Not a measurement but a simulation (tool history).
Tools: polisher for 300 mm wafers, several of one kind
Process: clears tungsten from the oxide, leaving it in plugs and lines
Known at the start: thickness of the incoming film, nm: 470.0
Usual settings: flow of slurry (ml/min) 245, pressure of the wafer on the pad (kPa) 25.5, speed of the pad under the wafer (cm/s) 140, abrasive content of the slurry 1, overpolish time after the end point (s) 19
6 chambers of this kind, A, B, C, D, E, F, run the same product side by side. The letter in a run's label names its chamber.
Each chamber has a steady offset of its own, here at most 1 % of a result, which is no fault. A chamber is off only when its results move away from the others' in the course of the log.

run   hour  flow of slurry (ml/min)  pressure of the wafer on the pad (kPa)  speed of the pad under the wafer (cm/s)  abrasive content of the slurry  overpolish time after the end point (s)  wafers polished on this pad  hours since the slurry nozzle was cleaned  hours since the head pressure was calibrated  hours since the slurry blender was calibrated  hours since the slurry got fresh peroxide  time until the end point was called (s)
 1F   11.9                      245                                    25.5                                      140                               1                                       19                         1018                                      359.5                                         124.6                                           63.9                                       67.6                                   63.711
 2D   19.5                      245                                    25.5                                      140                               1                                       19                          357                                      323.1                                        1016.3                                          152.9                                       58.5                                    60.99
      20.4  -- chamber E: slurry blender recalibrated
 3A   26.5                      245                                    25.5                                      140                               1                                       19                          525                                      638.1                                         546.3                                          234.3                                       99.7                                   63.285
      29.8  -- chamber F: worn pad replaced by a new one
 4E   41.9                      245                                    25.5                                      140                               1                                       19                          516                                      113.5                                         395.2                                           21.5                                       48.7                                   63.697
        50  -- chamber B: slurry tank refilled with fresh slurry and peroxide
      50.6  -- chamber B: slurry blender recalibrated
      51.7  -- chamber B: slurry nozzle cleaned
 5B   56.9                      245                                    25.5                                      140                               1                                       19                         1047                                        5.2                                         550.5                                            6.4                                        6.9                                   63.675
 6C   65.9                      245                                    25.5                                      140                               1                                       19                          903                                      463.6                                         631.6                                          370.6                                         68                                   62.664
      66.3  -- chamber D: slurry tank refilled with fresh slurry and peroxide
 7F     73                      245                                    25.5                                      140                               1                                       19                          455                                      420.6                                         185.7                                            125                                      128.7                                   64.534
      77.9  -- chamber A: slurry blender recalibrated
      78.4  -- chamber E: worn pad replaced by a new one
 8E     80                      245                                    25.5                                      140                               1                                       19                           16                                      151.6                                         433.3                                           59.6                                       86.8                                   62.612
      82.9  -- chamber C: slurry tank refilled with fresh slurry and peroxide
      84.6  -- chamber A: worn pad replaced by a new one
      91.7  -- chamber B: worn pad replaced by a new one
 9C   93.2                      245                                    25.5                                      140                               1                                       19                         1191                                      490.9                                         658.9                                          397.9                                       10.3                                   61.828
      94.9  -- chamber D: worn pad replaced by a new one
      96.5  -- chamber C: slurry nozzle cleaned
        99  -- chamber E: slurry tank refilled with fresh slurry and peroxide
     101.3  -- chamber C: worn pad replaced by a new one
10B  107.7                      245                                    25.5                                      140                             1.2                                        9                          168                                         56                                         601.3                                           57.2                                       57.7                                   60.578
11A  117.8                      245                                    25.5                                      140                             1.2                                        9                          350                                      729.4                                         637.6                                           39.9                                        191                                   59.907
     121.3  -- chamber A: slurry tank refilled with fresh slurry and peroxide
12D  125.5                      245                                    25.5                                      140                             1.2                                        9                          323                                      429.1                                        1122.3                                          258.9                                       59.2                                   61.724
       131  -- chamber E: slurry blender recalibrated
13B  133.3                      245                                    25.5                                      140                             1.2                                        9                          438                                       81.6                                         626.9                                           82.8                                       83.3                                   60.147
       134  -- chamber C: head pressure recalibrated
     134.7  -- chamber A: slurry nozzle cleaned
     135.4  -- chamber F: slurry tank refilled with fresh slurry and peroxide
     137.3  -- chamber C: slurry blender recalibrated
     137.4  -- chamber F: slurry blender recalibrated
14C  144.9                      245                                    25.5                                      140                             1.2                                        9                          459                                       48.4                                          10.9                                            7.7                                         62                                   61.411
     146.5  -- chamber F: worn pad replaced by a new one
     155.7  -- chamber D: slurry tank refilled with fresh slurry and peroxide
15D  160.8                      245                                    25.5                                      140                             1.2                                        9                          695                                      464.4                                        1157.6                                          294.2                                        5.1                                   58.857
     162.9  -- chamber D: slurry blender recalibrated
     166.4  -- chamber F: slurry nozzle cleaned
16E  169.3                      245                                    25.5                                      140                               1                                       19                          958                                      240.9                                         522.6                                           38.4                                       70.3                                   62.464
     170.8  -- chamber E: worn pad replaced by a new one
       171  -- chamber A: worn pad replaced by a new one
17A  183.6                      245                                    25.5                                      112                               1                                       19                          133                                       48.9                                         703.4                                          105.7                                       62.3                                   79.891
     184.6  -- chamber C: slurry tank refilled with fresh slurry and peroxide
     186.1  -- chamber D: head pressure recalibrated
18F  196.5                      245                                    25.5                                      112                               1                                       19                          527                                       30.1                                         309.2                                           59.2                                       61.2                                   79.117
     201.4  -- chamber C: worn pad replaced by a new one
     206.4  -- chamber E: slurry tank refilled with fresh slurry and peroxide
19A    208                      245                                    25.5                                      112                               1                                       19                          390                                       73.3                                         727.8                                          130.1                                       86.7                                   78.082
     216.5  -- chamber D: worn pad replaced by a new one
20B  223.4                      245                                    25.5                                      112                               1                                       19                         1388                                      171.7                                           717                                          172.9                                      173.4                                   79.415
     224.3  -- chamber B: slurry tank refilled with fresh slurry and peroxide
     225.8  -- chamber B: worn pad replaced by a new one
21E  234.6                      245                                    25.5                                      112                               1                                       19                          672                                      306.2                                         587.9                                          103.7                                       28.2                                   78.708
     247.6  -- chamber E: slurry blender recalibrated
22F  249.7                      245                                    25.5                                      112                               1                                       19                         1087                                       83.3                                         362.4                                          112.4                                      114.4                                   80.055
     254.5  -- chamber D: slurry tank refilled with fresh slurry and peroxide
     259.5  -- chamber E: worn pad replaced by a new one
23D  260.5                      245                                    25.5                                      140                               1                                       19                          464                                      564.1                                          74.5                                           97.7                                          6                                   63.003
     262.7  -- chamber F: worn pad replaced by a new one
24C  270.2                      245                                    25.5                                      140                            0.85                                       12                          725                                      173.7                                         136.2                                            133                                       85.7                                   65.019
     270.9  -- chamber A: worn pad replaced by a new one
25A  278.2                      245                                    25.5                                      140                            0.85                                       12                           77                                      143.5                                           798                                          200.3                                      156.9                                   67.284
     283.7  -- chamber B: slurry nozzle cleaned
26B  292.7                      245                                    25.5                                      140                            0.85                                       12                          705                                          9                                         786.3                                          242.2                                       68.5                                   65.904
       294  -- chamber C: slurry tank refilled with fresh slurry and peroxide
     296.5  -- chamber A: slurry tank refilled with fresh slurry and peroxide
27E  300.1                      245                                    25.5                                      140                            0.85                                       12                          428                                      371.7                                         653.4                                           52.5                                       93.7                                   65.623
     307.5  -- chamber E: slurry tank refilled with fresh slurry and peroxide
28C  308.6                      245                                    25.5                                      140                            0.85                                       12                         1130                                      212.1                                         174.6                                          171.4                                       14.6                                   65.969
     309.5  -- chamber F: slurry blender recalibrated
     310.4  -- chamber F: head pressure recalibrated
     316.4  -- chamber A: head pressure recalibrated
     317.1  -- chamber C: worn pad replaced by a new one
     319.9  -- chamber B: slurry blender recalibrated
29D  323.5                      245                                    25.5                                      140                            0.85                                       12                         1128                                      627.1                                         137.5                                          160.7                                         69                                   65.243
     326.6  -- chamber E: slurry nozzle cleaned
30F    331                      245                                    25.5                                      140                               1                                       19                          720                                      164.6                                          20.6                                           21.5                                      195.7                                   62.344
     331.3  -- chamber F: slurry tank refilled with fresh slurry and peroxide
31B  338.6                      245                                    25.5                                      140                               1                                       19                         1189                                       54.9                                         832.2                                           18.8                                      114.4                                   61.725
     341.6  -- chamber E: slurry blender recalibrated
     348.6  -- chamber D: worn pad replaced by a new one
       354  -- chamber B: worn pad replaced by a new one
32E  354.2                      245                                    25.5                                      140                               1                                       19                          998                                       27.7                                         707.5                                           12.7                                       46.7                                   63.602
     354.8  -- chamber D: slurry tank refilled with fresh slurry and peroxide
     359.3  -- chamber E: worn pad replaced by a new one
     360.1  -- chamber A: worn pad replaced by a new one
33A  367.7                      280                                    25.5                                      140                               1                                       22                           81                                        233                                          51.3                                          289.8                                       71.2                                   62.132
     367.8  -- chamber F: worn pad replaced by a new one
34F  378.8                      280                                    25.5                                      140                               1                                       22                          116                                      212.4                                          68.4                                           69.3                                       47.5                                   64.339
35D    386                      280                                    25.5                                      140                               1                                       22                          394                                      689.6                                           200                                          223.2                                       31.2                                   60.543
     391.2  -- chamber B: slurry tank refilled with fresh slurry and peroxide
     391.3  -- chamber A: slurry blender recalibrated
       398  -- chamber E: slurry tank refilled with fresh slurry and peroxide
     399.1  -- chamber C: slurry tank refilled with fresh slurry and peroxide
36C  399.2                      280                                    25.5                                      140                               1                                       22                          866                                      302.7                                         265.2                                            262                                        0.2                                   62.483
37C  409.9                      280                                    25.5                                      140                               1                                       22                          979                                      313.4                                         275.9                                          272.7                                       10.9                                   62.241
38B  422.2                      280                                    25.5                                      140                               1                                       22                          719                                      138.5                                         915.8                                          102.4                                         31                                    61.14
     427.8  -- chamber D: slurry blender recalibrated
39D  430.8                      245                                    25.5                                      140                               1                                       19                          866                                      734.4                                         244.8                                            3.1                                         76                                   62.689
40A    445                      245                                    25.5                                      140                               1                                       19                          895                                      310.3                                         128.6                                           53.8                                      148.5                                   64.015
     447.3  -- chamber D: slurry tank refilled with fresh slurry and peroxide
     448.1  -- chamber E: slurry blender recalibrated
41F  455.4                      245                                    25.5                                      140                               1                                       19                          924                                        289                                           145                                          145.9                                      124.1                                   63.103
42E  465.7                      245                                    25.5                                      140                               1                                       19                         1122                                      139.2                                           819                                           17.6                                       67.8                                   63.199
     470.1  -- chamber E: worn pad replaced by a new one
     473.8  -- chamber D: worn pad replaced by a new one
43D  475.7                      245                                    20.7                                      110                               1                                       19                           20                                      779.3                                         289.7                                             48                                       28.5                                    96.63
44E  490.1                      245                                    20.7                                      110                               1                                       19                          211                                      163.6                                         843.4                                             42                                       92.2                                   102.81

What goes on in this fleet: one chamber off, a drifting gauge, or nothing beyond the chambers' own small offsets? Name the chamber and the cause, if any.

No chamber stands off beyond its own small offset, and the gauge holds steady.

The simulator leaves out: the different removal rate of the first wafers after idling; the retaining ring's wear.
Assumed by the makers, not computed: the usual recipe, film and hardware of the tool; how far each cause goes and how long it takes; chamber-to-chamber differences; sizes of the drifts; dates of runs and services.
